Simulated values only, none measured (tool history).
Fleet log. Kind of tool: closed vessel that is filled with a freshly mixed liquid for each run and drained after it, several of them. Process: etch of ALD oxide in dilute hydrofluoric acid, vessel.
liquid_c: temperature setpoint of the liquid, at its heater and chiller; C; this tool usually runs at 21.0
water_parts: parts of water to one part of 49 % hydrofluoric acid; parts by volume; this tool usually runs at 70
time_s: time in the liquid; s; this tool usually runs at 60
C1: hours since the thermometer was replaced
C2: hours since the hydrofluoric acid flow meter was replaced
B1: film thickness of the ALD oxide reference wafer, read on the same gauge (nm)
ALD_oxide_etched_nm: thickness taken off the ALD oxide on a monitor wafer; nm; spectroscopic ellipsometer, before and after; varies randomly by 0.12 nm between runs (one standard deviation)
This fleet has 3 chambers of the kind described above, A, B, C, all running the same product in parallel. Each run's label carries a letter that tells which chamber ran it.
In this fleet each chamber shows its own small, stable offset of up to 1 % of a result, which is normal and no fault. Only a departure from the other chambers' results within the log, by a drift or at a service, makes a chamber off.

run 1B hour=2.5 | liquid_c=21.0 water_parts=70 time_s=60 | C1=1950.5 C2=252.4 | B1=70.002 | ALD_oxide_etched_nm=16.622
run 2C hour=5.8 | liquid_c=21.0 water_parts=70 time_s=60 | C1=484.5 C2=258.5 | B1=70.003 | ALD_oxide_etched_nm=16.876
run 3A hour=10.8 | liquid_c=21.0 water_parts=70 time_s=60 | C1=559.3 C2=489.3 | B1=70.014 | ALD_oxide_etched_nm=16.507
run 4C hour=14.9 | liquid_c=21.0 water_parts=70 time_s=60 | C1=493.6 C2=267.6 | B1=69.987 | ALD_oxide_etched_nm=16.808
run 5A hour=19.6 | liquid_c=21.0 water_parts=70 time_s=60 | C1=568.1 C2=498.1 | B1=70.000 | ALD_oxide_etched_nm=16.721
run 6B hour=23.3 | liquid_c=19.0 water_parts=90 time_s=60 | C1=1971.3 C2=273.2 | B1=70.001 | ALD_oxide_etched_nm=11.659
run 7C hour=26.5 | liquid_c=19.0 water_parts=90 time_s=60 | C1=505.2 C2=279.2 | B1=70.007 | ALD_oxide_etched_nm=11.740
run 8A hour=30.3 | liquid_c=19.0 water_parts=90 time_s=60 | C1=578.8 C2=508.8 | B1=70.013 | ALD_oxide_etched_nm=11.710
run 9B hour=34.8 | liquid_c=21.0 water_parts=95 time_s=85 | C1=1982.8 C2=284.7 | B1=69.988 | ALD_oxide_etched_nm=16.971
run 10A hour=38.5 | liquid_c=21.0 water_parts=95 time_s=85 | C1=587.0 C2=517.0 | B1=69.998 | ALD_oxide_etched_nm=17.055
run 11B hour=43.8 | liquid_c=21.0 water_parts=95 time_s=85 | C1=1991.8 C2=293.7 | B1=70.001 | ALD_oxide_etched_nm=17.026
run 12C hour=48.1 | liquid_c=21.0 water_parts=70 time_s=60 | C1=526.8 C2=300.8 | B1=70.004 | ALD_oxide_etched_nm=16.784
run 13C hour=50.6 | liquid_c=21.0 water_parts=70 time_s=60 | C1=529.3 C2=303.3 | B1=69.999 | ALD_oxide_etched_nm=16.905
run 14B hour=53.0 | liquid_c=21.0 water_parts=70 time_s=60 | C1=2001.0 C2=302.9 | B1=69.995 | ALD_oxide_etched_nm=16.624
run 15A hour=57.0 | liquid_c=25.0 water_parts=70 time_s=45 | C1=605.5 C2=535.5 | B1=69.998 | ALD_oxide_etched_nm=15.288
run 16A hour=61.9 | liquid_c=25.0 water_parts=70 time_s=45 | C1=610.4 C2=540.4 | B1=69.990 | ALD_oxide_etched_nm=15.540
run 17B hour=64.7 | liquid_c=25.0 water_parts=70 time_s=45 | C1=2012.7 C2=314.6 | B1=70.009 | ALD_oxide_etched_nm=14.666
run 18C hour=68.0 | liquid_c=21.0 water_parts=95 time_s=60 | C1=546.7 C2=320.7 | B1=70.006 | ALD_oxide_etched_nm=12.206
run 19C hour=72.1 | liquid_c=21.0 water_parts=95 time_s=60 | C1=550.8 C2=324.8 | B1=69.991 | ALD_oxide_etched_nm=11.829
run 20B hour=75.5 | liquid_c=21.0 water_parts=95 time_s=60 | C1=2023.5 C2=325.4 | B1=70.001 | ALD_oxide_etched_nm=11.878
run 21A hour=78.3 | liquid_c=25.5 water_parts=70 time_s=45 | C1=626.8 C2=556.8 | B1=70.001 | ALD_oxide_etched_nm=16.052
run 22B hour=82.0 | liquid_c=25.5 water_parts=70 time_s=45 | C1=2030.0 C2=331.9 | B1=70.011 | ALD_oxide_etched_nm=14.980
run 23A hour=86.9 | liquid_c=25.5 water_parts=70 time_s=45 | C1=635.4 C2=565.4 | B1=70.010 | ALD_oxide_etched_nm=16.267

For the next run the whole fleet of 3 chambers uses the same settings. Give each chamber's results:
run 24A hour=90.7 | liquid_c=21.0 water_parts=70 time_s=85 | ALD_oxide_etched_nm=?
run 24B hour=90.7 | liquid_c=21.0 water_parts=70 time_s=85 | ALD_oxide_etched_nm=?
run 24C hour=90.7 | liquid_c=21.0 water_parts=70 time_s=85 | ALD_oxide_etched_nm=?

run=24A ALD_oxide_etched_nm=25.664
run=24B ALD_oxide_etched_nm=23.902
run=24C ALD_oxide_etched_nm=23.650
